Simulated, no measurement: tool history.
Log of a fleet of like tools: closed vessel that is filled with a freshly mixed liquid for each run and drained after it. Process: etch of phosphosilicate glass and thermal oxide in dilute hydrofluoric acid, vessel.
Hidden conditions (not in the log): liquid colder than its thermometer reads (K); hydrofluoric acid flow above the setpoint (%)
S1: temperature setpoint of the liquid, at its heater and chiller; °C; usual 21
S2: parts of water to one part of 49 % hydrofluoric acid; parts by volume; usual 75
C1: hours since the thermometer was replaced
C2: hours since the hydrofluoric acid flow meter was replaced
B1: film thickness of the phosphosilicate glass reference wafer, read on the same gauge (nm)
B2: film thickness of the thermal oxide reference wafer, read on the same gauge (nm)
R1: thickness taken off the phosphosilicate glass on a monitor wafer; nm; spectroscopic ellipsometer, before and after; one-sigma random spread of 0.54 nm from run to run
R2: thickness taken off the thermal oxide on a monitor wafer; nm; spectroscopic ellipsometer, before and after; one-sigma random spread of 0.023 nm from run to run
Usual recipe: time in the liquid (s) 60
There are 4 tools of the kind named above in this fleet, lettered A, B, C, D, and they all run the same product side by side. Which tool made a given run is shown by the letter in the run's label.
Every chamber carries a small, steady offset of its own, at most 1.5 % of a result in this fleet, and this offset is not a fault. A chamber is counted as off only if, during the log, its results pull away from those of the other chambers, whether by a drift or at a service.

run 1C hour=5.6 | S1=21 S2=75 time_in_the_liquid_(s)=60 | C1=1151.8 C2=1448.7 | B1=49.987 B2=119.99 | R1=82.089 R2=3.2444
run 2A hour=12.7 | S1=21 S2=75 time_in_the_liquid_(s)=60 | C1=745.4 C2=1299.9 | B1=49.993 B2=120 | R1=82.385 R2=3.2202
run 3B hour=21.5 | S1=21 S2=75 time_in_the_liquid_(s)=60 | C1=434.4 C2=368.9 | B1=49.999 B2=120.01 | R1=82.165 R2=3.2574
run 4D hour=30.8 | S1=21 S2=75 time_in_the_liquid_(s)=60 | C1=618.9 C2=729.9 | B1=50.004 B2=120.01 | R1=82.343 R2=3.2306
run 5A hour=39.8 | S1=21 S2=75 time_in_the_liquid_(s)=60 | C1=772.5 C2=1327 | B1=50.002 B2=120 | R1=83.547 R2=3.231
run 6C hour=49.7 | S1=21 S2=60 time_in_the_liquid_(s)=50 | C1=1195.9 C2=1492.8 | B1=50.008 B2=119.99 | R1=87.283 R2=3.4311
run 7D hour=60.2 | S1=21 S2=60 time_in_the_liquid_(s)=50 | C1=648.3 C2=759.3 | B1=50.003 B2=119.99 | R1=87.354 R2=3.4133
run 8B hour=66.5 | S1=21 S2=60 time_in_the_liquid_(s)=50 | C1=479.4 C2=413.9 | B1=50.013 B2=120.01 | R1=87.618 R2=3.4903
run 9A hour=71.9 | S1=21 S2=60 time_in_the_liquid_(s)=50 | C1=804.6 C2=1359.1 | B1=49.984 B2=119.98 | R1=87.746 R2=3.4206
run 10C hour=80.3 | S1=22.5 S2=115 time_in_the_liquid_(s)=60 | C1=1226.5 C2=1523.4 | B1=49.996 B2=119.99 | R1=54.908 R2=2.1517
run 11B hour=86.9 | S1=22.5 S2=115 time_in_the_liquid_(s)=60 | C1=499.8 C2=434.3 | B1=49.991 B2=119.99 | R1=54.674 R2=2.1622
run 12D hour=96 | S1=22.5 S2=115 time_in_the_liquid_(s)=60 | C1=684.1 C2=795.1 | B1=50 B2=120 | R1=53.806 R2=2.1348
run 13A hour=102.2 | S1=22.5 S2=115 time_in_the_liquid_(s)=60 | C1=834.9 C2=1389.4 | B1=50.001 B2=120 | R1=55.77 R2=2.1361
run 14D hour=110 | S1=21 S2=75 time_in_the_liquid_(s)=60 | C1=698.1 C2=809.1 | B1=49.97 B2=120.02 | R1=82.051 R2=3.2642
run 15C hour=115.6 | S1=21 S2=115 time_in_the_liquid_(s)=60 | C1=1261.8 C2=1558.7 | B1=50.003 B2=120.01 | R1=50.975 R2=2.0244
run 16B hour=121.4 | S1=21 S2=115 time_in_the_liquid_(s)=60 | C1=534.3 C2=468.8 | B1=50.01 B2=120.01 | R1=51.384 R2=2.038
-- hour=126.9 chamber C: hydrofluoric acid flow meter replaced
run 17D hour=127.8 | S1=21 S2=115 time_in_the_liquid_(s)=60 | C1=715.9 C2=826.9 | B1=49.969 B2=120 | R1=50.672 R2=2.0107
run 18B hour=134.3 | S1=21 S2=115 time_in_the_liquid_(s)=60 | C1=547.2 C2=481.7 | B1=49.997 B2=120 | R1=51.602 R2=2.0215
run 19A hour=139.2 | S1=21 S2=75 time_in_the_liquid_(s)=60 | C1=871.9 C2=1426.4 | B1=50.001 B2=119.98 | R1=83.787 R2=3.2012
run 20C hour=145.8 | S1=21 S2=40 time_in_the_liquid_(s)=80 | C1=1292 C2=19 | B1=49.993 B2=120.02 | R1=213.94 R2=8.3254
run 21C hour=155.7 | S1=21 S2=40 time_in_the_liquid_(s)=80 | C1=1301.9 C2=28.9 | B1=49.988 B2=120.02 | R1=214.11 R2=8.3681
run 22D hour=166.3 | S1=21 S2=40 time_in_the_liquid_(s)=80 | C1=754.4 C2=865.4 | B1=50.01 B2=120 | R1=215.69 R2=8.6445
run 23A hour=173.3 | S1=21 S2=40 time_in_the_liquid_(s)=80 | C1=906 C2=1460.5 | B1=49.993 B2=119.99 | R1=217.73 R2=8.3956
run 24B hour=182.2 | S1=21 S2=75 time_in_the_liquid_(s)=60 | C1=595.1 C2=529.6 | B1=49.988 B2=120 | R1=82.775 R2=3.2182
-- hour=184.2 chamber C: thermometer replaced
run 25C hour=188.7 | S1=21 S2=75 time_in_the_liquid_(s)=60 | C1=4.5 C2=61.9 | B1=50.015 B2=120 | R1=81.424 R2=3.2206
run 26A hour=197.4 | S1=21 S2=75 time_in_the_liquid_(s)=60 | C1=930.1 C2=1484.6 | B1=50.017 B2=119.98 | R1=83.521 R2=3.2314
run 27B hour=206 | S1=21 S2=75 time_in_the_liquid_(s)=60 | C1=618.9 C2=553.4 | B1=50.011 B2=120.02 | R1=82.711 R2=3.282
run 28D hour=213.5 | S1=21 S2=75 time_in_the_liquid_(s)=60 | C1=801.6 C2=912.6 | B1=49.98 B2=119.99 | R1=82.668 R2=3.2713
run 29C hour=222.7 | S1=21 S2=75 time_in_the_liquid_(s)=60 | C1=38.5 C2=95.9 | B1=49.976 B2=120 | R1=82.295 R2=3.2187
run 30D hour=230.4 | S1=21 S2=40 time_in_the_liquid_(s)=60 | C1=818.5 C2=929.5 | B1=50.02 B2=120 | R1=163.61 R2=6.4027
run 31B hour=239.2 | S1=21 S2=40 time_in_the_liquid_(s)=60 | C1=652.1 C2=586.6 | B1=50.001 B2=119.98 | R1=161.82 R2=6.4447
run 32A hour=244.1 | S1=21 S2=40 time_in_the_liquid_(s)=60 | C1=976.8 C2=1531.3 | B1=49.999 B2=120.02 | R1=161.75 R2=6.2825
run 33B hour=251.7 | S1=21 S2=40 time_in_the_liquid_(s)=60 | C1=664.6 C2=599.1 | B1=50.038 B2=119.99 | R1=162.63 R2=6.4243
run 34A hour=261.3 | S1=23.5 S2=75 time_in_the_liquid_(s)=60 | C1=994 C2=1548.5 | B1=50.006 B2=120.01 | R1=91.744 R2=3.5783
run 35C hour=270.7 | S1=23.5 S2=75 time_in_the_liquid_(s)=60 | C1=86.5 C2=143.9 | B1=50.002 B2=120 | R1=91.391 R2=3.5959
-- hour=272.7 chamber A: thermometer replaced
run 36D hour=280.1 | S1=23.5 S2=75 time_in_the_liquid_(s)=60 | C1=868.2 C2=979.2 | B1=50.026 B2=120.01 | R1=89.939 R2=3.6197
-- hour=288.4 chamber A: hydrofluoric acid flow meter replaced
run 37A hour=290.1 | S1=23.5 S2=75 time_in_the_liquid_(s)=60 | C1=17.4 C2=1.8 | B1=50.023 B2=120 | R1=92.302 R2=3.5239
run 38B hour=299.3 | S1=21 S2=55 time_in_the_liquid_(s)=30 | C1=712.2 C2=646.7 | B1=50.007 B2=120.01 | R1=57.748 R2=2.2932
run 39C hour=308.5 | S1=21 S2=55 time_in_the_liquid_(s)=30 | C1=124.3 C2=181.7 | B1=49.999 B2=120 | R1=56.882 R2=2.2586
run 40D hour=313.4 | S1=21 S2=55 time_in_the_liquid_(s)=30 | C1=901.5 C2=1012.5 | B1=50.004 B2=120 | R1=57.576 R2=2.2648
run 41A hour=324 | S1=21 S2=55 time_in_the_liquid_(s)=30 | C1=51.3 C2=35.7 | B1=50.004 B2=119.99 | R1=57.87 R2=2.2264

Which is it: a chamber that has drifted or been left off by a service, a gauge drift common to all chambers, or only each chamber's usual small offset? If a chamber is off, name it and its likeliest cause.

Nothing is wrong: each chamber keeps only its own small, steady offset and the gauge holds still.

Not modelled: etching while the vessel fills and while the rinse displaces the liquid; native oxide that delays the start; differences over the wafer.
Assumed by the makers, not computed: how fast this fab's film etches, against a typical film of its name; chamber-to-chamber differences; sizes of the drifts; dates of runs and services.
